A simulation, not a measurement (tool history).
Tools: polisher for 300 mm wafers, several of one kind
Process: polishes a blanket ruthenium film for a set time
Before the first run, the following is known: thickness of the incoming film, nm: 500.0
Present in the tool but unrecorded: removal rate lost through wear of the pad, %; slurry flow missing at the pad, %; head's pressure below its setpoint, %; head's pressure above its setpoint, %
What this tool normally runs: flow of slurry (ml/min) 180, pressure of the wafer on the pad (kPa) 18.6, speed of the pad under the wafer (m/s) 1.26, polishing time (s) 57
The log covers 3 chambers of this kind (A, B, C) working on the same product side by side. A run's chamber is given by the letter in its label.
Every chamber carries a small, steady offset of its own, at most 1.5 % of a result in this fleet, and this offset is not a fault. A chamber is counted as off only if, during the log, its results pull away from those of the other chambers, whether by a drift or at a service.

run	day	flow of slurry (ml/min)	pressure of the wafer on the pad (kPa)	speed of the pad under the wafer (m/s)	polishing time (s)	wafers polished on this pad	hours since the slurry nozzle was cleaned	hours since the head pressure was calibrated	film removed (Å)
# day 0.146: chamber B: worn pad replaced by a new one
1B	0.408	180	18.6	1.26	57	54	82.3	505.2	937.09
2A	0.854	180	18.6	1.26	57	540	108.1	853.9	920.47
3C	1.438	180	18.6	1.26	57	460	116.3	635.9	907.21
4B	2.004	180	18.6	1.26	57	383	120.6	543.5	933.04
5C	2.504	180	18.6	1.26	57	679	141.9	661.5	925.05
# day 2.654: chamber A: worn pad replaced by a new one
6A	2.983	180	18.6	1.26	57	68	159.2	905	916.06
7C	3.462	180	18.6	1.26	57	877	164.9	684.5	911.22
8A	4.05	180	18.6	1.26	57	287	184.8	930.6	923.33
9B	4.4	180	18.6	1.26	57	877	178.1	601	941.91
# day 4.675: chamber C: head pressure recalibrated
10B	4.938	180	18.6	1.26	57	988	191	613.9	926.29
11C	5.404	180	18.6	0.9	44	1277	211.5	17.6	504.15
12A	5.908	180	18.6	0.9	44	670	229.4	975.2	516.02
13B	6.188	180	18.6	0.9	44	1245	221	643.9	505.07
14A	6.546	180	18.6	1.26	57	802	244.7	990.5	925.89
15C	6.996	180	18.6	1.26	57	1605	249.7	55.8	919.84
# day 7.358: chamber C: slurry nozzle cleaned
16A	7.483	180	18.6	1.26	57	995	267.2	1013	925.5
# day 7.658: chamber A: worn pad replaced by a new one
17B	8.017	180	18.6	1.6	70	1622	264.9	687.8	1451
# day 8.283: chamber B: worn pad replaced by a new one
18C	8.458	180	18.6	1.6	70	1907	26.4	90.9	1414.2
# day 8.617: chamber A: slurry nozzle cleaned
19C	8.9	180	18.6	1.6	70	1998	37	101.5	1411.5
20B	9.271	180	18.6	1.26	57	203	295	717.9	928.95
# day 9.596: chamber B: slurry nozzle cleaned
21A	9.846	180	18.6	1.26	57	451	29.5	1069.7	920.68
22C	10.417	180	18.6	1.26	57	2310	73.4	137.9	898.97
23B	10.758	180	18.6	1.26	57	510	28	753.6	934.25
24A	11.05	180	18.6	1.26	57	699	58.4	1098.6	920.68
25C	11.542	180	18.6	1.26	57	2542	100.4	164.9	883.25
26B	11.879	180	18.6	1.26	57	741	54.9	780.5	921.1
27A	12.438	180	18.6	1.26	57	985	91.7	1131.9	931
# day 12.579: chamber A: worn pad replaced by a new one
28A	12.821	180	18.6	1.26	57	50	100.9	1141.1	924.74
29C	13.175	180	18.6	1.26	57	2879	139.6	204.1	874.62
30B	13.704	160	18.6	1.5	57	1117	98.7	824.3	1092.9
31A	14.204	160	18.6	1.5	57	335	134.1	1174.3	1077.2
32B	14.742	160	18.6	1.5	57	1331	123.6	849.2	1074.9
33C	15.125	180	18.6	1.26	57	3281	186.4	250.9	868.64
34C	15.525	180	18.6	1.26	57	3363	196	260.5	862.4
# day 15.617: chamber B: worn pad replaced by a new one
35A	16.096	180	18.6	1.26	57	725	179.5	1219.7	918.59
# day 16.475: chamber C: slurry nozzle cleaned
36B	16.571	180	18.6	1.26	57	196	167.5	893.1	929
# day 16.896: chamber A: worn pad replaced by a new one
37B	17.062	180	18.6	1.26	57	298	179.3	904.9	932.12
# day 17.5: chamber A: head pressure recalibrated
38A	17.529	180	18.6	1.26	57	131	213.9	0.7	926.66
39C	17.842	180	18.6	1.26	57	3841	32.8	316.1	859.24
40C	18.4	180	18.6	1.1	65	3956	46.2	329.5	849.2
41A	18.7	180	18.6	1.1	65	372	242	28.8	926.79
42B	19.2	180	18.6	1.1	65	738	230.6	956.2	922.12
43B	19.738	180	18.6	1.26	57	849	243.5	969.1	917.58

Read the log: is a single chamber off, either drifting away or since a service, is the gauge that measures every chamber drifting, or is nothing wrong beyond small per-chamber offsets? Name any odd chamber and what most likely caused it.

Chamber C drifts away from the others.
Most likely cause: removal rate lost through wear of the pad, % = 7.93.
The log might look much the same if the cause were instead: head's pressure below its setpoint, %.

Here are 4 candidates for chamber C's next run, each the usual settings with a change, their results left as question marks. Which one brings its results back in line with what the others give on the usual settings?
Maximum distance from the other chambers' mean on the usual settings for a result to count as in line: film removed (Å) 21
44C-1	20.188	180	19.3	1.34	60				?
44C-2	20.188	180	15.9	1.26	57				?
44C-3	20.188	180	19.3	1.3	59				?
44C-4	20.188	110	18.6	1.26	57				?

What the other chambers average on the usual settings: film removed (Å) 928.24
run	film removed (Å)
44C-1	977.07
44C-2	718.59
44C-3	932.41
44C-4	768.29
The right change is 44C-3: it brings the chamber back within the allowed miss of the others.
